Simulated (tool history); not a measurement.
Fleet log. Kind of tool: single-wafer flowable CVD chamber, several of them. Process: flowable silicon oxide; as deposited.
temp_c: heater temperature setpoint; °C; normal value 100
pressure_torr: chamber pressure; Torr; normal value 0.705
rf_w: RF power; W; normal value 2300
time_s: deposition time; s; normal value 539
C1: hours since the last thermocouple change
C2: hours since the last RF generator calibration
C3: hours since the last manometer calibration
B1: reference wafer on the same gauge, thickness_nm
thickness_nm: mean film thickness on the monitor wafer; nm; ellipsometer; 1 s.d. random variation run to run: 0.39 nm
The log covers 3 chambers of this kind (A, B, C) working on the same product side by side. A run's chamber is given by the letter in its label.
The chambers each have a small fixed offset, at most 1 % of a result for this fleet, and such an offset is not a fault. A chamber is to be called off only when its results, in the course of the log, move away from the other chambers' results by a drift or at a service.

{"run": "1B", "hour": 4.0, "temp_c": 100, "pressure_torr": 0.705, "rf_w": 2300, "time_s": 539, "C1": 31.4, "C2": 477.4, "C3": 376.3, "B1": 266.89, "thickness_nm": 285.93}
{"run": "2C", "hour": 7.4, "temp_c": 100, "pressure_torr": 0.705, "rf_w": 2300, "time_s": 539, "C1": 249.6, "C2": 603.4, "C3": 86.9, "B1": 266.97, "thickness_nm": 283.5}
{"run": "3A", "hour": 11.9, "temp_c": 100, "pressure_torr": 0.705, "rf_w": 2300, "time_s": 539, "C1": 1396.6, "C2": 60.2, "C3": 815.3, "B1": 266.83, "thickness_nm": 286.06}
{"run": "4B", "hour": 14.7, "temp_c": 100, "pressure_torr": 0.705, "rf_w": 2300, "time_s": 539, "C1": 42.1, "C2": 488.1, "C3": 387.0, "B1": 266.85, "thickness_nm": 284.58}
{"run": "5A", "hour": 18.5, "temp_c": 100, "pressure_torr": 0.705, "rf_w": 2300, "time_s": 539, "C1": 1403.2, "C2": 66.8, "C3": 821.9, "B1": 266.72, "thickness_nm": 286.24}
{"run": "6C", "hour": 23.1, "temp_c": 100, "pressure_torr": 0.705, "rf_w": 2300, "time_s": 539, "C1": 265.3, "C2": 619.1, "C3": 102.6, "B1": 266.81, "thickness_nm": 283.7}
{"run": "7A", "hour": 26.1, "temp_c": 100, "pressure_torr": 0.705, "rf_w": 2300, "time_s": 539, "C1": 1410.8, "C2": 74.4, "C3": 829.5, "B1": 266.72, "thickness_nm": 286.29}
{"run": "8C", "hour": 29.0, "temp_c": 100, "pressure_torr": 0.705, "rf_w": 2300, "time_s": 539, "C1": 271.2, "C2": 625.0, "C3": 108.5, "B1": 266.64, "thickness_nm": 283.26}
{"run": "9B", "hour": 31.8, "temp_c": 100, "pressure_torr": 0.705, "rf_w": 2300, "time_s": 539, "C1": 59.2, "C2": 505.2, "C3": 404.1, "B1": 266.59, "thickness_nm": 285.03}
{"run": "10A", "hour": 35.1, "temp_c": 100, "pressure_torr": 0.705, "rf_w": 2300, "time_s": 539, "C1": 1419.8, "C2": 83.4, "C3": 838.5, "B1": 266.6, "thickness_nm": 285.72}
{"run": "11C", "hour": 37.3, "temp_c": 90, "pressure_torr": 0.626, "rf_w": 2300, "time_s": 539, "C1": 279.5, "C2": 633.3, "C3": 116.8, "B1": 266.54, "thickness_nm": 335.67}
{"run": "12B", "hour": 41.6, "temp_c": 90, "pressure_torr": 0.626, "rf_w": 2300, "time_s": 539, "C1": 69.0, "C2": 515.0, "C3": 413.9, "B1": 266.52, "thickness_nm": 336.1}
{"run": "13B", "hour": 45.2, "temp_c": 90, "pressure_torr": 0.626, "rf_w": 2300, "time_s": 539, "C1": 72.6, "C2": 518.6, "C3": 417.5, "B1": 266.48, "thickness_nm": 336.58}
{"run": "14C", "hour": 47.9, "temp_c": 100, "pressure_torr": 0.705, "rf_w": 2300, "time_s": 539, "C1": 290.1, "C2": 643.9, "C3": 127.4, "B1": 266.47, "thickness_nm": 283.17}
{"run": "15A", "hour": 52.8, "temp_c": 100, "pressure_torr": 0.705, "rf_w": 2300, "time_s": 539, "C1": 1437.5, "C2": 101.1, "C3": 856.2, "B1": 266.47, "thickness_nm": 286.39}
{"run": "16C", "hour": 55.5, "temp_c": 100, "pressure_torr": 0.705, "rf_w": 2090, "time_s": 596, "C1": 297.7, "C2": 651.5, "C3": 135.0, "B1": 266.35, "thickness_nm": 307.71}
{"run": "17B", "hour": 57.7, "temp_c": 100, "pressure_torr": 0.705, "rf_w": 2090, "time_s": 596, "C1": 85.1, "C2": 531.1, "C3": 430.0, "B1": 266.33, "thickness_nm": 309.57}
{"run": "18A", "hour": 59.9, "temp_c": 100, "pressure_torr": 0.705, "rf_w": 2090, "time_s": 596, "C1": 1444.6, "C2": 108.2, "C3": 863.3, "B1": 266.35, "thickness_nm": 310.74}
{"run": "19C", "hour": 63.2, "temp_c": 100, "pressure_torr": 0.705, "rf_w": 2300, "time_s": 539, "C1": 305.4, "C2": 659.2, "C3": 142.7, "B1": 266.2, "thickness_nm": 283.12}
{"run": "20A", "hour": 68.0, "temp_c": 111, "pressure_torr": 0.705, "rf_w": 2300, "time_s": 622, "C1": 1452.7, "C2": 116.3, "C3": 871.4, "B1": 266.16, "thickness_nm": 227.22}
{"run": "21B", "hour": 71.8, "temp_c": 111, "pressure_torr": 0.705, "rf_w": 2300, "time_s": 622, "C1": 99.2, "C2": 545.2, "C3": 444.1, "B1": 266.01, "thickness_nm": 226.59}
{"run": "22B", "hour": 74.7, "temp_c": 111, "pressure_torr": 0.705, "rf_w": 2300, "time_s": 622, "C1": 102.1, "C2": 548.1, "C3": 447.0, "B1": 266.04, "thickness_nm": 226.57}
{"run": "23A", "hour": 79.5, "temp_c": 100, "pressure_torr": 0.705, "rf_w": 2300, "time_s": 539, "C1": 1464.2, "C2": 127.8, "C3": 882.9, "B1": 265.95, "thickness_nm": 285.96}
{"run": "24C", "hour": 82.3, "temp_c": 100, "pressure_torr": 0.705, "rf_w": 2300, "time_s": 539, "C1": 324.5, "C2": 678.3, "C3": 161.8, "B1": 266.12, "thickness_nm": 282.76}
{"run": "25A", "hour": 86.3, "temp_c": 100, "pressure_torr": 0.705, "rf_w": 1855, "time_s": 539, "C1": 1471.0, "C2": 134.6, "C3": 889.7, "B1": 266.08, "thickness_nm": 274.51}
{"run": "26B", "hour": 89.4, "temp_c": 100, "pressure_torr": 0.705, "rf_w": 1855, "time_s": 539, "C1": 116.8, "C2": 562.8, "C3": 461.7, "B1": 265.99, "thickness_nm": 271.63}
{"run": "27C", "hour": 92.9, "temp_c": 100, "pressure_torr": 0.705, "rf_w": 1855, "time_s": 539, "C1": 335.1, "C2": 688.9, "C3": 172.4, "B1": 265.89, "thickness_nm": 271.25}
{"run": "28B", "hour": 97.6, "temp_c": 100, "pressure_torr": 0.705, "rf_w": 2300, "time_s": 539, "C1": 125.0, "C2": 571.0, "C3": 469.9, "B1": 265.84, "thickness_nm": 283.56}
{"run": "29C", "hour": 101.0, "temp_c": 100, "pressure_torr": 0.705, "rf_w": 2300, "time_s": 539, "C1": 343.2, "C2": 697.0, "C3": 180.5, "B1": 265.72, "thickness_nm": 282.84}
{"run": "30A", "hour": 104.1, "temp_c": 100, "pressure_torr": 0.705, "rf_w": 2300, "time_s": 539, "C1": 1488.8, "C2": 152.4, "C3": 907.5, "B1": 265.76, "thickness_nm": 285.41}
{"run": "31C", "hour": 107.2, "temp_c": 100, "pressure_torr": 0.705, "rf_w": 2300, "time_s": 539, "C1": 349.4, "C2": 703.2, "C3": 186.7, "B1": 265.7, "thickness_nm": 282.63}
{"run": "32A", "hour": 111.5, "temp_c": 109, "pressure_torr": 0.705, "rf_w": 2300, "time_s": 539, "C1": 1496.2, "C2": 159.8, "C3": 914.9, "B1": 265.69, "thickness_nm": 210.58}
{"run": "33B", "hour": 114.1, "temp_c": 109, "pressure_torr": 0.705, "rf_w": 2300, "time_s": 539, "C1": 141.5, "C2": 587.5, "C3": 486.4, "B1": 265.62, "thickness_nm": 209.1}
{"run": "34A", "hour": 117.1, "temp_c": 109, "pressure_torr": 0.705, "rf_w": 2300, "time_s": 539, "C1": 1501.8, "C2": 165.4, "C3": 920.5, "B1": 265.63, "thickness_nm": 209.92}
{"run": "35C", "hour": 120.7, "temp_c": 100, "pressure_torr": 0.705, "rf_w": 2300, "time_s": 539, "C1": 362.9, "C2": 716.7, "C3": 200.2, "B1": 265.64, "thickness_nm": 281.91}

Next, every chamber runs the same settings. What will each give?
{"run": "36A", "hour": 124.3, "temp_c": 100, "pressure_torr": 0.705, "rf_w": 2300, "time_s": 539, "thickness_nm": "?"}
{"run": "36B", "hour": 124.3, "temp_c": 100, "pressure_torr": 0.705, "rf_w": 2300, "time_s": 539, "thickness_nm": "?"}
{"run": "36C", "hour": 124.3, "temp_c": 100, "pressure_torr": 0.705, "rf_w": 2300, "time_s": 539, "thickness_nm": "?"}

run=36A thickness_nm=285.17
run=36B thickness_nm=283.00
run=36C thickness_nm=282.02

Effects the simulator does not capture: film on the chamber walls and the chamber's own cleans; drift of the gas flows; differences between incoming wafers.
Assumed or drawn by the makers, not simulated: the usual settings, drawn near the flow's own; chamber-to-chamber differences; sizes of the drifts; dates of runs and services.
